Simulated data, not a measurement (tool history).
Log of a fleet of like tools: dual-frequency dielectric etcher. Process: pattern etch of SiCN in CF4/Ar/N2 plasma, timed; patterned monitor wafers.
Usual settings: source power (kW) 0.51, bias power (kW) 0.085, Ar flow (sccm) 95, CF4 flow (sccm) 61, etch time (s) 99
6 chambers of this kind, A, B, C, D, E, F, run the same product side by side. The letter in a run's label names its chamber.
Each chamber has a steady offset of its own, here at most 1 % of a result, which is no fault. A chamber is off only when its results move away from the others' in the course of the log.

| run | hour | source power (kW) | bias power (kW) | Ar flow (sccm) | CF4 flow (sccm) | etch time (s) | read-back reference wafer on the same gauge, depth_nm | mean etch depth across the wafer (Å) |
|---|---|---|---|---|---|---|---|---|
| 1A | 5.7 | 0.51 | 0.085 | 95 | 61 | 99 | 81.016 | 992.92 |
| 2F | 12.5 | 0.51 | 0.085 | 95 | 61 | 99 | 80.934 | 1006 |
| 3C | 18.7 | 0.51 | 0.085 | 95 | 61 | 99 | 80.985 | 997.03 |
| 4E | 26.8 | 0.51 | 0.085 | 95 | 61 | 99 | 80.997 | 997.86 |
| 5D | 30.7 | 0.51 | 0.085 | 95 | 61 | 99 | 81.013 | 1003.1 |
| 6B | 35.3 | 0.51 | 0.085 | 95 | 61 | 99 | 80.955 | 996.26 |
|  | 35.9 | chamber B: wet clean of the chamber |
| 7B | 40.9 | 0.51 | 0.085 | 95 | 61 | 99 | 81.008 | 996.04 |
|  | 43.7 | chamber C: wet clean of the chamber |
| 8C | 46.6 | 0.51 | 0.085 | 95 | 61 | 99 | 81.037 | 1000.8 |
| 9D | 53.3 | 0.51 | 0.085 | 78 | 61 | 99 | 80.972 | 1034 |
| 10E | 60.8 | 0.51 | 0.085 | 78 | 61 | 99 | 80.979 | 1025.3 |
| 11A | 68.1 | 0.51 | 0.085 | 78 | 61 | 99 | 81.046 | 1017.9 |
| 12F | 72.9 | 0.51 | 0.085 | 78 | 61 | 99 | 80.944 | 1034.9 |
| 13D | 78.7 | 0.51 | 0.085 | 78 | 61 | 99 | 80.971 | 1032.4 |
| 14E | 86.1 | 0.51 | 0.085 | 78 | 61 | 99 | 81.004 | 1025.2 |
| 15F | 92.7 | 0.51 | 0.085 | 95 | 69 | 78.5 | 81.015 | 810.34 |
| 16B | 99.9 | 0.51 | 0.085 | 95 | 69 | 78.5 | 81.038 | 800.01 |
| 17C | 106.2 | 0.51 | 0.085 | 95 | 69 | 78.5 | 81 | 808.35 |
|  | 107.2 | chamber A: wet clean of the chamber |
| 18A | 112.1 | 0.51 | 0.085 | 95 | 69 | 78.5 | 80.969 | 778.39 |
| 19F | 118.9 | 0.51 | 0.085 | 95 | 69 | 78.5 | 81 | 811.68 |
|  | 119 | chamber A: bias power generator calibrated |
| 20D | 123.5 | 0.51 | 0.085 | 95 | 69 | 78.5 | 81.045 | 811.29 |
| 21C | 127.9 | 0.51 | 0.085 | 95 | 61 | 99 | 80.975 | 1000 |
| 22E | 134 | 0.51 | 0.085 | 95 | 61 | 99 | 80.96 | 999.2 |
| 23A | 141.8 | 0.51 | 0.085 | 95 | 61 | 99 | 81.001 | 961.93 |
|  | 143 | chamber E: bias power generator calibrated |
| 24B | 145.5 | 0.51 | 0.085 | 95 | 61 | 99 | 81.067 | 997.7 |
| 25D | 152.6 | 0.39 | 0.085 | 95 | 61 | 76.5 | 81.007 | 613.61 |
| 26B | 160.4 | 0.39 | 0.085 | 95 | 61 | 76.5 | 80.949 | 609.7 |
| 27E | 166.8 | 0.39 | 0.085 | 95 | 61 | 76.5 | 80.993 | 605.85 |
| 28C | 174.5 | 0.39 | 0.085 | 95 | 61 | 76.5 | 80.981 | 607.79 |
| 29F | 179.2 | 0.39 | 0.085 | 95 | 61 | 76.5 | 80.946 | 611.1 |
| 30A | 183.4 | 0.39 | 0.085 | 95 | 61 | 76.5 | 80.961 | 591.18 |
| 31B | 190.6 | 0.51 | 0.085 | 95 | 61 | 99 | 81.016 | 994.1 |
| 32E | 197.7 | 0.51 | 0.085 | 95 | 61 | 99 | 81.033 | 997.66 |
| 33F | 203.9 | 0.51 | 0.085 | 95 | 61 | 99 | 81.016 | 1002.9 |
| 34C | 208.9 | 0.51 | 0.085 | 95 | 61 | 99 | 80.962 | 997.98 |
| 35D | 213.7 | 0.51 | 0.085 | 95 | 61 | 99 | 81.006 | 1003.3 |
| 36A | 220.9 | 0.51 | 0.085 | 95 | 61 | 99 | 81.036 | 961.31 |
| 37F | 225.5 | 0.51 | 0.085 | 95 | 61 | 99 | 80.981 | 1008 |
| 38B | 230.4 | 0.51 | 0.085 | 95 | 61 | 99 | 81.005 | 993.15 |

What goes on in this fleet: one chamber off, a drifting gauge, or nothing beyond the chambers' own small offsets? Name the chamber and the cause, if any.

A service left chamber A off against the others.
Cause: etch rate under this chamber's usual, % = 3.06.

Here are 4 candidates for chamber A's next run, each the usual settings with a change, their results left as question marks. Which one brings its results back in line with what the others give on the usual settings?
In line means no further than this from the other chambers' mean on the usual settings: mean etch depth across the wafer (Å) 8
| 39A-1 | 236.3 | 0.5 | 0.085 | 95 | 61 | 97 |  | ? |
| 39A-2 | 236.3 | 0.52 | 0.085 | 95 | 61 | 101 |  | ? |
| 39A-3 | 236.3 | 0.51 | 0.085 | 94 | 61 | 106 |  | ? |
| 39A-4 | 236.3 | 0.51 | 0.084 | 96 | 61 | 92.5 |  | ? |

The other chambers' mean on the usual settings: mean etch depth across the wafer (Å) 999.2
| run | mean etch depth across the wafer (Å) |
|---|---|
| 39A-1 | 927 |
| 39A-2 | 998.59 |
| 39A-3 | 1032.1 |
| 39A-4 | 894.12 |
39A-2 brings the chamber back in line.
